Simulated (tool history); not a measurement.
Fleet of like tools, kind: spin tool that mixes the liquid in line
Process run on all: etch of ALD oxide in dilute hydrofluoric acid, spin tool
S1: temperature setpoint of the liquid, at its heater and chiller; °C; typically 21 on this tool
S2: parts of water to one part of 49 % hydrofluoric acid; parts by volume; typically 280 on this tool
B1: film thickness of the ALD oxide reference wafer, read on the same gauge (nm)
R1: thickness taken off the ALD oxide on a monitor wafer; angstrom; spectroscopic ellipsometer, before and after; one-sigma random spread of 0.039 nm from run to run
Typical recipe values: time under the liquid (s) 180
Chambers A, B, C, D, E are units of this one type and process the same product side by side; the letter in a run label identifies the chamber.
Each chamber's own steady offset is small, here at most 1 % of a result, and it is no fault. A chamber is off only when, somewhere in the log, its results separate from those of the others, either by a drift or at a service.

Run 1A, hour 13.7: usual settings; B1 79.957. Result: R1 91.204 angstrom.
Run 2B, hour 25.3: usual settings; B1 80.046. Result: R1 90.211 angstrom.
Run 3D, hour 31.9: usual settings; B1 80.037. Result: R1 89.6 angstrom.
Run 4C, hour 40.1: usual settings; B1 80.015. Result: R1 91.969 angstrom.
Run 5E, hour 48: usual settings; B1 79.998. Result: R1 92.097 angstrom.
Run 6B, hour 60.7: usual settings; B1 79.985. Result: R1 91.191 angstrom.
Run 7A, hour 69: usual settings; B1 80.028. Result: R1 90.814 angstrom.
Run 8C, hour 75.8: usual settings; B1 80.017. Result: R1 91.573 angstrom.
At hour 77.8: chamber A: thermometer replaced.
Run 9E, hour 87.6: usual settings; B1 80.004. Result: R1 91.817 angstrom.
Run 10D, hour 99.4: usual settings; B1 80.008. Result: R1 90.055 angstrom.
Run 11B, hour 112.1: usual settings; B1 80.003. Result: R1 90.524 angstrom.
Run 12E, hour 118.9: usual settings; B1 80.013. Result: R1 92.026 angstrom.
Run 13A, hour 126.5: usual settings; B1 80.001. Result: R1 90.212 angstrom.
Run 14D, hour 139.9: usual settings; B1 79.966. Result: R1 90.152 angstrom.
Run 15C, hour 153.6: usual settings; B1 80.009. Result: R1 91.719 angstrom.
Run 16D, hour 160.2: usual settings; B1 79.985. Result: R1 90.948 angstrom.
Run 17B, hour 168.7: usual settings; B1 79.995. Result: R1 90.659 angstrom.
Run 18C, hour 179.7: usual settings; B1 79.996. Result: R1 91.889 angstrom.
Run 19E, hour 186.8: usual settings; B1 79.969. Result: R1 92.309 angstrom.
Run 20A, hour 193.7: usual settings; B1 79.963. Result: R1 91.108 angstrom.
Run 21D, hour 204.8: usual settings; B1 79.983. Result: R1 90.194 angstrom.
At hour 210.3: chamber E: thermometer replaced.
Run 22B, hour 217.9: usual settings; B1 79.997. Result: R1 90.527 angstrom.
Run 23C, hour 228: usual settings; B1 79.989. Result: R1 91.525 angstrom.
Run 24E, hour 239.7: usual settings but S1 17.5 °C; B1 79.964. Result: R1 80.725 angstrom.
Run 25A, hour 249.5: usual settings but S1 17.5 °C; B1 79.98. Result: R1 80.106 angstrom.
Run 26D, hour 256.9: usual settings but S1 17.5 °C; B1 80.008. Result: R1 79.954 angstrom.
Run 27B, hour 269.9: usual settings but S1 17.5 °C; B1 80.023. Result: R1 79.8 angstrom.
Run 28A, hour 282.4: usual settings but S1 17.5 °C; B1 79.996. Result: R1 79.565 angstrom.
Run 29E, hour 294.8: usual settings; B1 80.021. Result: R1 91.93 angstrom.
Run 30C, hour 301.9: usual settings; B1 79.979. Result: R1 91.558 angstrom.
Run 31B, hour 312.6: usual settings; B1 79.987. Result: R1 90.991 angstrom.
Run 32A, hour 320.1: usual settings; B1 80.008. Result: R1 90.468 angstrom.
Run 33C, hour 326.8: usual settings but S1 17.5 °C, S2 355 parts by volume; B1 79.995. Result: R1 59.771 angstrom.
Run 34E, hour 337.7: usual settings but S1 17.5 °C, S2 355 parts by volume; B1 79.986. Result: R1 60.068 angstrom.
Run 35D, hour 344.3: usual settings but S1 17.5 °C, S2 355 parts by volume; B1 80.015. Result: R1 58.952 angstrom.
Run 36D, hour 357.1: usual settings but S1 17.5 °C, S2 355 parts by volume; B1 79.984. Result: R1 58.446 angstrom.
Run 37E, hour 364.5: usual settings but S1 17.5 °C, S2 355 parts by volume; B1 80.038. Result: R1 60.188 angstrom.
Run 38C, hour 375.9: usual settings; B1 80.019. Result: R1 91.786 angstrom.
Run 39A, hour 383.7: usual settings but S1 22.5 °C; B1 80.011. Result: R1 95.679 angstrom.
Run 40B, hour 394.8: usual settings but S1 22.5 °C; B1 80.008. Result: R1 96.033 angstrom.

One chamber off, gauge drift, or nothing amiss beyond the chambers' own small offsets? If it is a chamber, which one, and what is the likeliest cause?

Neither any chamber nor the gauge drifts; the chambers differ only by their own small, steady offsets.
